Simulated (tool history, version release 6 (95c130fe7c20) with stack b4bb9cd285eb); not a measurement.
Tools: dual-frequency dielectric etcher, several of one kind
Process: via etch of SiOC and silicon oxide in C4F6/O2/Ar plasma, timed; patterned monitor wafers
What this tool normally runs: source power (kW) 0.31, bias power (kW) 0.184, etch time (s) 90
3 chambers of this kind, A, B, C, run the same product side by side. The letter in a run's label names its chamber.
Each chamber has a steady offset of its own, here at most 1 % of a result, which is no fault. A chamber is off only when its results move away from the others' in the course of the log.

run   hour  source power (kW)  bias power (kW)  etch time (s)  hours since the last wet clean  hours since the last source power generator calibration  hours since the last bias power generator calibration  read-back reference wafer on the same gauge, depth_nm  mean etch depth across the wafer (angstrom)
       1.4  -- chamber B: wet clean of the chamber
 1B    8.9               0.31            0.184             90                             7.5                                                    211.2                                                  120.7                                                 77.826                                       919.69
 2A   13.1               0.31            0.184             90                           488.9                                                   2921.1                                                  621.9                                                 77.853                                       926.74
 3C   20.7               0.31            0.184             90                           301.3                                                   2738.2                                                 1047.2                                                 77.768                                       924.87
 4B   30.2               0.31            0.184             90                            28.8                                                    232.5                                                    142                                                 77.849                                       920.91
 5C   38.6               0.31            0.184             90                           319.2                                                   2756.1                                                 1065.1                                                 77.737                                       924.69
 6A   44.2               0.36            0.184             90                             520                                                   2952.2                                                    653                                                 77.842                                       971.02
 7B   50.4               0.36            0.184             90                              49                                                    252.7                                                  162.2                                                 77.783                                       969.82
 8C   59.5               0.36            0.184             90                           340.1                                                     2777                                                   1086                                                 77.729                                       975.66
 9A   64.9               0.31            0.184             90                           540.7                                                   2972.9                                                  673.7                                                  77.77                                       920.87
10A   74.3               0.31            0.184             90                           550.1                                                   2982.3                                                  683.1                                                 77.731                                        918.3
11B   82.4               0.31            0.184             90                              81                                                    284.7                                                  194.2                                                 77.857                                       930.55
12C   91.9               0.31            0.184             90                           372.5                                                   2809.4                                                 1118.4                                                 77.788                                       921.63
13B   96.3               0.31            0.184             90                            94.9                                                    298.6                                                  208.1                                                 77.829                                       934.38
14A  105.8               0.31            0.184             90                           581.6                                                   3013.8                                                  714.6                                                 77.761                                       925.08
15C  110.3               0.31            0.184             90                           390.9                                                   2827.8                                                 1136.8                                                 77.781                                       924.63
16B  115.4               0.31            0.184             90                             114                                                    317.7                                                  227.2                                                 77.835                                       931.24
17A  124.5               0.31            0.184             90                           600.3                                                   3032.5                                                  733.3                                                 77.723                                          924
18C  130.2               0.31            0.184             90                           410.8                                                   2847.7                                                 1156.7                                                 77.714                                       924.56
     133.8  -- chamber A: wet clean of the chamber
19B  135.3               0.31            0.158           67.5                           133.9                                                    337.6                                                  247.1                                                 77.954                                       656.76
20C  144.8               0.31            0.158           67.5                           425.4                                                   2862.3                                                 1171.3                                                 77.835                                       656.99
21A  151.9               0.31            0.158           67.5                            18.1                                                   3059.9                                                  760.7                                                 77.716                                          661
22C  157.5               0.31            0.184             90                           438.1                                                     2875                                                   1184                                                 77.821                                       917.46

What goes on in this fleet: one chamber off, a drifting gauge, or nothing beyond the chambers' own small offsets? Name the chamber and the cause, if any.

All chambers stay in line apart from their small fixed offsets, and the gauge does not drift.
